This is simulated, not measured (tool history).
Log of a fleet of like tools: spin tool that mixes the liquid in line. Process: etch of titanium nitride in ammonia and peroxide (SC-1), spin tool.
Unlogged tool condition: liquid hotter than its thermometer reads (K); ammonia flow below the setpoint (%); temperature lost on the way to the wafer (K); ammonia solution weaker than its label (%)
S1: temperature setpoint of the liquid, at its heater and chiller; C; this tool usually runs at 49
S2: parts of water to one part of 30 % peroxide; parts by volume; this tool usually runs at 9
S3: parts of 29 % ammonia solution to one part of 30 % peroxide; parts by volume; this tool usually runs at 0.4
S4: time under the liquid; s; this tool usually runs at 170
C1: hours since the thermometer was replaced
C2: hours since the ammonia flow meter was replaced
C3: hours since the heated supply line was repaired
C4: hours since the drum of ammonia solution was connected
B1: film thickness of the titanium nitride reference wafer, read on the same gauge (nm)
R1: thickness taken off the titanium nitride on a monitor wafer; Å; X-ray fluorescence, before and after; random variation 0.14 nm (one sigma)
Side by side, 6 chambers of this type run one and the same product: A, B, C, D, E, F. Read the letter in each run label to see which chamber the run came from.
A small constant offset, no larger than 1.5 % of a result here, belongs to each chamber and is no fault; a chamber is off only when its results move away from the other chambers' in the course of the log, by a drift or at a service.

run	hour	S1	S2	S3	S4	C1	C2	C3	C4	B1	R1
1C	4.1	49	9	0.4	170	312.2	1652.4	2860.9	707.5	129.99	175.91
# hour 9.1: chamber A: new drum of ammonia solution connected
2D	11.3	49	9	0.4	170	520.3	964.6	381.9	302.6	130	180.13
3E	18.3	49	9	0.4	170	1316.7	1487.3	425.8	174.6	129.99	178.35
# hour 23.9: chamber D: ammonia flow meter replaced
4B	26.4	49	9	0.4	170	564.8	695.7	494.3	65.4	130.02	174.88
5F	32.2	49	9	0.4	170	54.5	2072	904	63.5	129.99	176.09
# hour 35.9: chamber C: new drum of ammonia solution connected
6A	39	49	9	0.4	110	339.9	117.2	1855	29.9	130.03	114.7
7E	44.3	49	9	0.4	110	1342.7	1513.3	451.8	200.6	130	115.78
8A	49.9	49	9	0.4	110	350.8	128.1	1865.9	40.8	130	113.52
9C	56.3	49	9	0.4	110	364.4	1704.6	2913.1	20.5	130	113.17
# hour 62.5: chamber F: ammonia flow meter replaced
10F	64.4	49	9	0.4	110	86.7	2	936.2	95.7	130	114.85
11B	71.8	49	9	0.4	110	610.2	741.1	539.7	110.8	129.99	115.89
12D	76.4	49	9	0.4	170	585.4	52.6	447	367.7	129.99	178.11
13B	85.7	49	9	0.4	170	624.1	755	553.6	124.7	130.01	178.39
14A	91.4	49	9	0.4	170	392.3	169.6	1907.4	82.3	130.03	179.11
# hour 96: chamber D: new drum of ammonia solution connected
15F	99.4	49	9	0.4	170	121.7	37	971.2	130.7	129.96	178.35
16C	108.5	49	9	0.4	170	416.6	1756.8	2965.3	72.7	130.02	176.23
17E	112.7	49	9	0.4	170	1411.1	1581.7	520.2	269	129.99	178.09
18D	120.8	49	9	0.4	170	629.8	97	491.4	24.8	130.01	181.11
19B	127.5	49	9	0.4	170	665.9	796.8	595.4	166.5	130.06	185.91
20A	134.5	49	9	0.4	170	435.4	212.7	1950.5	125.4	130	177.28
21E	141	49	9	0.4	170	1439.4	1610	548.5	297.3	129.99	177.53
22D	146.8	49	9	0.4	170	655.8	123	517.4	50.8	129.98	175.42
23C	152.5	49	9	0.4	170	460.6	1800.8	3009.3	116.7	130	174.37
24F	158.1	49	9	0.4	170	180.4	95.7	1029.9	189.4	130	176.56
25B	165.4	49	9	0.4	170	703.8	834.7	633.3	204.4	130	190.75
26C	174.4	49	9	0.4	95	482.5	1822.7	3031.2	138.6	130.03	99.272
27D	179.5	49	9	0.4	95	688.5	155.7	550.1	83.5	130.03	100.25
28A	186.6	49	9	0.4	95	487.5	264.8	2002.6	177.5	130.02	100.01
# hour 193.7: chamber E: ammonia flow meter replaced
29F	194.2	49	9	0.4	95	216.5	131.8	1066	225.5	129.98	99.195
30E	199.9	49	9	0.4	95	1498.3	6.2	607.4	356.2	130	101.4
31F	207.6	49	9	0.4	95	229.9	145.2	1079.4	238.9	130.02	99.167
32E	215.4	49	9	0.4	170	1513.8	21.7	622.9	371.7	129.95	178.62
# hour 220.5: chamber A: thermometer replaced
33D	221.5	49	9	0.4	170	730.5	197.7	592.1	125.5	129.99	179.89
34A	227.9	49	9	0.4	170	7.4	306.1	2043.9	218.8	130.01	176.74
35C	232.2	49	9	0.4	170	540.3	1880.5	3089	196.4	129.98	179.98
36B	241	49	9	0.4	170	779.4	910.3	708.9	280	130.03	200.02

Which is it: a chamber that has drifted or been left off by a service, a gauge drift common to all chambers, or only each chamber's usual small offset? If a chamber is off, name it and its likeliest cause.

Chamber B drifts away from the others.
Cause: liquid hotter than its thermometer reads (K) = 1.6.

Chamber B could run next with any of the 4 candidate recipes listed below; each alters the usual settings, and their results appear as question marks. Which one brings its results back in line with what the other chambers deliver on the usual settings?
In line means no further than this from the other chambers' mean on the usual settings: R1 4.9 Å
37B-1	247.6	49	10	0.4	170						?
37B-2	247.6	48	9	0.4	165						?
37B-3	247.6	49	7.5	0.45	170						?
37B-4	247.6	49	9	0.4	180						?

What the other chambers average on the usual settings: R1 178.04 Å
run	R1
37B-1	188.09
37B-2	179.93
37B-3	223.14
37B-4	210.59
37B-2 brings the chamber back in line.

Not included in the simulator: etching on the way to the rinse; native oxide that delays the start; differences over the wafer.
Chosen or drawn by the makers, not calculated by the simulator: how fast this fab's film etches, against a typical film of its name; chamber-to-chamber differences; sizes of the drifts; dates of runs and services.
